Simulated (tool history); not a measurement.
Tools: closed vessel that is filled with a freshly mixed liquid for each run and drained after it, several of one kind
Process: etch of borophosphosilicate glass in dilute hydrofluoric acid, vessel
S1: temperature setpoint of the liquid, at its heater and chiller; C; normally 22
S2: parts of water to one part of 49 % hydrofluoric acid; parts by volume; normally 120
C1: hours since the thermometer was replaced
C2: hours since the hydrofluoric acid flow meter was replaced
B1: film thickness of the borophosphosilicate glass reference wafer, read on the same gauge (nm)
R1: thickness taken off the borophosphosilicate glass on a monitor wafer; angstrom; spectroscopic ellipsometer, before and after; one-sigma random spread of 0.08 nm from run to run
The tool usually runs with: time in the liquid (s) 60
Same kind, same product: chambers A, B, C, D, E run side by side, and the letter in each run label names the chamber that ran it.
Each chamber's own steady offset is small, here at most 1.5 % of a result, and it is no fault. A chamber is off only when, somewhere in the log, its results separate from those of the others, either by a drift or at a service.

Run 1D, hour 6.4: usual settings; C1 408.3; C2 455.7; B1 80. Result: R1 172.38 angstrom.
Run 2A, hour 15.2: usual settings; C1 65.5; C2 747.7; B1 80.007. Result: R1 171.76 angstrom.
Run 3B, hour 22.7: usual settings; C1 709.9; C2 364.1; B1 79.993. Result: R1 171.58 angstrom.
Run 4C, hour 36: usual settings; C1 806.7; C2 39.1; B1 79.988. Result: R1 169.1 angstrom.
Run 5E, hour 48.6: usual settings but time in the liquid (s) 35; C1 1629.1; C2 60.6; B1 79.989. Result: R1 98.951 angstrom.
At hour 52.1: chamber B: thermometer replaced.
Run 6C, hour 58.1: usual settings but time in the liquid (s) 35; C1 828.8; C2 61.2; B1 79.994. Result: R1 98.973 angstrom.
Run 7D, hour 67.8: usual settings but time in the liquid (s) 35; C1 469.7; C2 517.1; B1 79.99. Result: R1 99.689 angstrom.
Run 8A, hour 74.1: usual settings but time in the liquid (s) 35; C1 124.4; C2 806.6; B1 79.99. Result: R1 99.368 angstrom.
Run 9E, hour 80.5: usual settings but time in the liquid (s) 35; C1 1661; C2 92.5; B1 80.001. Result: R1 98.818 angstrom.
Run 10B, hour 86.7: usual settings; C1 34.6; C2 428.1; B1 79.999. Result: R1 172.52 angstrom.
Run 11B, hour 93.3: usual settings; C1 41.2; C2 434.7; B1 80.016. Result: R1 171.34 angstrom.
Run 12A, hour 105.7: usual settings; C1 156; C2 838.2; B1 80.022. Result: R1 170.76 angstrom.
Run 13C, hour 111.9: usual settings; C1 882.6; C2 115; B1 80.003. Result: R1 167.96 angstrom.
Run 14D, hour 120.1: usual settings; C1 522; C2 569.4; B1 80.011. Result: R1 170.8 angstrom.
Run 15E, hour 131.3: usual settings; C1 1711.8; C2 143.3; B1 79.975. Result: R1 169.76 angstrom.
Run 16E, hour 143: usual settings; C1 1723.5; C2 155; B1 80.004. Result: R1 170.16 angstrom.
Run 17D, hour 153.5: usual settings; C1 555.4; C2 602.8; B1 80.016. Result: R1 170.76 angstrom.
Run 18B, hour 160.6: usual settings; C1 108.5; C2 502; B1 80.006. Result: R1 172.27 angstrom.
Run 19A, hour 167.5: usual settings; C1 217.8; C2 900; B1 80.01. Result: R1 171.17 angstrom.
Run 20C, hour 177.3: usual settings but S2 150 parts by volume; C1 948; C2 180.4; B1 80.014. Result: R1 131.09 angstrom.
Run 21D, hour 185.2: usual settings but S2 150 parts by volume; C1 587.1; C2 634.5; B1 79.984. Result: R1 132.33 angstrom.
Run 22E, hour 196.6: usual settings but S2 150 parts by volume; C1 1777.1; C2 208.6; B1 80.016. Result: R1 131.06 angstrom.
Run 23A, hour 204.6: usual settings but S2 150 parts by volume; C1 254.9; C2 937.1; B1 79.991. Result: R1 131.94 angstrom.
Run 24B, hour 218: usual settings but S2 150 parts by volume; C1 165.9; C2 559.4; B1 80.008. Result: R1 133.27 angstrom.
Run 25C, hour 228.1: usual settings; C1 998.8; C2 231.2; B1 80.006. Result: R1 170.33 angstrom.
Run 26C, hour 237.6: usual settings; C1 1008.3; C2 240.7; B1 79.993. Result: R1 170.45 angstrom.
Run 27D, hour 249.9: usual settings; C1 651.8; C2 699.2; B1 79.987. Result: R1 171.73 angstrom.
Run 28A, hour 259.2: usual settings but S1 19.5 C; C1 309.5; C2 991.7; B1 79.989. Result: R1 154.88 angstrom.
Run 29E, hour 268.3: usual settings but S1 19.5 C; C1 1848.8; C2 280.3; B1 79.994. Result: R1 152.67 angstrom.
Run 30B, hour 280.3: usual settings but S1 19.5 C; C1 228.2; C2 621.7; B1 79.977. Result: R1 153.77 angstrom.
Run 31A, hour 293.5: usual settings but S1 19.5 C; C1 343.8; C2 1026; B1 79.98. Result: R1 154.39 angstrom.
Run 32D, hour 305.7: usual settings but S1 19.5 C; C1 707.6; C2 755; B1 80.028. Result: R1 154.52 angstrom.
Run 33E, hour 316: usual settings; C1 1896.5; C2 328; B1 79.979. Result: R1 169.14 angstrom.
Run 34B, hour 326.9: usual settings; C1 274.8; C2 668.3; B1 79.986. Result: R1 171.14 angstrom.
Run 35C, hour 338.4: usual settings; C1 1109.1; C2 341.5; B1 79.991. Result: R1 169.38 angstrom.

Predict what each chamber gives when all 5 of them run the settings below next.
Run 36A, hour 348.4: usual settings. Result: R1 ?.
Run 36B, hour 348.4: usual settings. Result: R1 ?.
Run 36C, hour 348.4: usual settings. Result: R1 ?.
Run 36D, hour 348.4: usual settings. Result: R1 ?.
Run 36E, hour 348.4: usual settings. Result: R1 ?.

run      R1
36A  171.99
36B  172.37
36C  168.54
36D  170.39
36E  169.44
